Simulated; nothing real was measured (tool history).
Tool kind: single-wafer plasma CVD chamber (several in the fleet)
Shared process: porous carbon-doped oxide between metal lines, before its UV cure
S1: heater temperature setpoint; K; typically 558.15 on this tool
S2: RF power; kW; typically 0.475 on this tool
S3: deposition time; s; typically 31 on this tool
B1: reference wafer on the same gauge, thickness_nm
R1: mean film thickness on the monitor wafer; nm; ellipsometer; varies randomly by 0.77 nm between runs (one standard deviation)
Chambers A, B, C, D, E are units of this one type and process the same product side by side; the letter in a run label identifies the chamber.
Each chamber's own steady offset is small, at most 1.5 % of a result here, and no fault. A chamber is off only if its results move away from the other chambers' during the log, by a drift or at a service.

Run 1C, day 0.362: usual settings; B1 159.14. Result: R1 176.32 nm.
Run 2E, day 0.696: usual settings; B1 159.04. Result: R1 175.94 nm.
Run 3D, day 0.954: usual settings; B1 159.04. Result: R1 174.89 nm.
Run 4B, day 1.162: usual settings; B1 158.95. Result: R1 176.06 nm.
Run 5A, day 1.554: usual settings; B1 159.07. Result: R1 178.07 nm.
Run 6E, day 1.925: usual settings; B1 158.96. Result: R1 176.47 nm.
Run 7B, day 2.117: usual settings; B1 159. Result: R1 176.38 nm.
Run 8D, day 2.354: usual settings but S1 551.15 K, S3 28.3 s; B1 158.9. Result: R1 169.17 nm.
Run 9C, day 2.667: usual settings but S1 551.15 K, S3 28.3 s; B1 159.05. Result: R1 168.15 nm.
Run 10A, day 3: usual settings but S1 551.15 K, S3 28.3 s; B1 158.94. Result: R1 169.37 nm.
Run 11B, day 3.254: usual settings but S1 551.15 K, S3 28.3 s; B1 159.05. Result: R1 168.49 nm.
Run 12D, day 3.596: usual settings but S1 551.15 K, S3 28.3 s; B1 158.92. Result: R1 168.68 nm.
Run 13C, day 3.771: usual settings; B1 158.95. Result: R1 176.55 nm.
Run 14E, day 4.054: usual settings; B1 158.79. Result: R1 177.06 nm.
Run 15A, day 4.312: usual settings; B1 158.98. Result: R1 176.26 nm.
Run 16B, day 4.588: usual settings; B1 159.11. Result: R1 174.6 nm.
Run 17A, day 4.954: usual settings; B1 158.98. Result: R1 177.02 nm.
Run 18C, day 5.183: usual settings; B1 159.22. Result: R1 176.9 nm.
Run 19D, day 5.546: usual settings; B1 158.95. Result: R1 175.58 nm.
Run 20E, day 5.912: usual settings; B1 158.99. Result: R1 177.26 nm.
Run 21D, day 6.179: usual settings but S1 570.15 K, S3 25.3 s; B1 159. Result: R1 133.23 nm.
Run 22E, day 6.462: usual settings but S1 570.15 K, S3 25.3 s; B1 159.15. Result: R1 134.43 nm.
Run 23A, day 6.729: usual settings but S1 570.15 K, S3 25.3 s; B1 158.96. Result: R1 134.36 nm.
Run 24B, day 7.038: usual settings but S1 570.15 K, S3 25.3 s; B1 158.79. Result: R1 134.44 nm.
Run 25C, day 7.408: usual settings but S1 570.15 K, S3 25.3 s; B1 159.04. Result: R1 133.42 nm.
Run 26D, day 7.596: usual settings; B1 159.04. Result: R1 175.41 nm.
Run 27B, day 7.946: usual settings; B1 158.84. Result: R1 176.09 nm.
Run 28C, day 8.292: usual settings; B1 158.93. Result: R1 175.96 nm.
Run 29E, day 8.629: usual settings but S1 550.15 K, S3 35.3 s; B1 158.83. Result: R1 211.79 nm.
Run 30A, day 8.825: usual settings but S1 550.15 K, S3 35.3 s; B1 158.92. Result: R1 210.22 nm.
Run 31A, day 9.133: usual settings but S1 550.15 K, S3 35.3 s; B1 158.81. Result: R1 211.12 nm.
Run 32D, day 9.379: usual settings but S1 550.15 K, S3 35.3 s; B1 159.16. Result: R1 207.5 nm.
Run 33B, day 9.679: usual settings but S1 550.15 K, S3 35.3 s; B1 158.95. Result: R1 209.47 nm.
Run 34E, day 10.062: usual settings; B1 159.02. Result: R1 176.88 nm.
Run 35C, day 10.388: usual settings; B1 159.08. Result: R1 176.14 nm.
Run 36E, day 10.742: usual settings; B1 158.97. Result: R1 176.99 nm.
Run 37A, day 11.029: usual settings but S1 567.15 K, S3 25.2 s; B1 159.08. Result: R1 138.3 nm.

For the next run the whole fleet of 5 chambers uses the same settings. Give each chamber's results:
Run 38A, day 11.312: usual settings. Result: R1 ?.
Run 38B, day 11.312: usual settings. Result: R1 ?.
Run 38C, day 11.312: usual settings. Result: R1 ?.
Run 38D, day 11.312: usual settings. Result: R1 ?.
Run 38E, day 11.312: usual settings. Result: R1 ?.

run      R1
38A  175.34
38B  175.16
38C  176.08
38D  175.69
38E   175.6
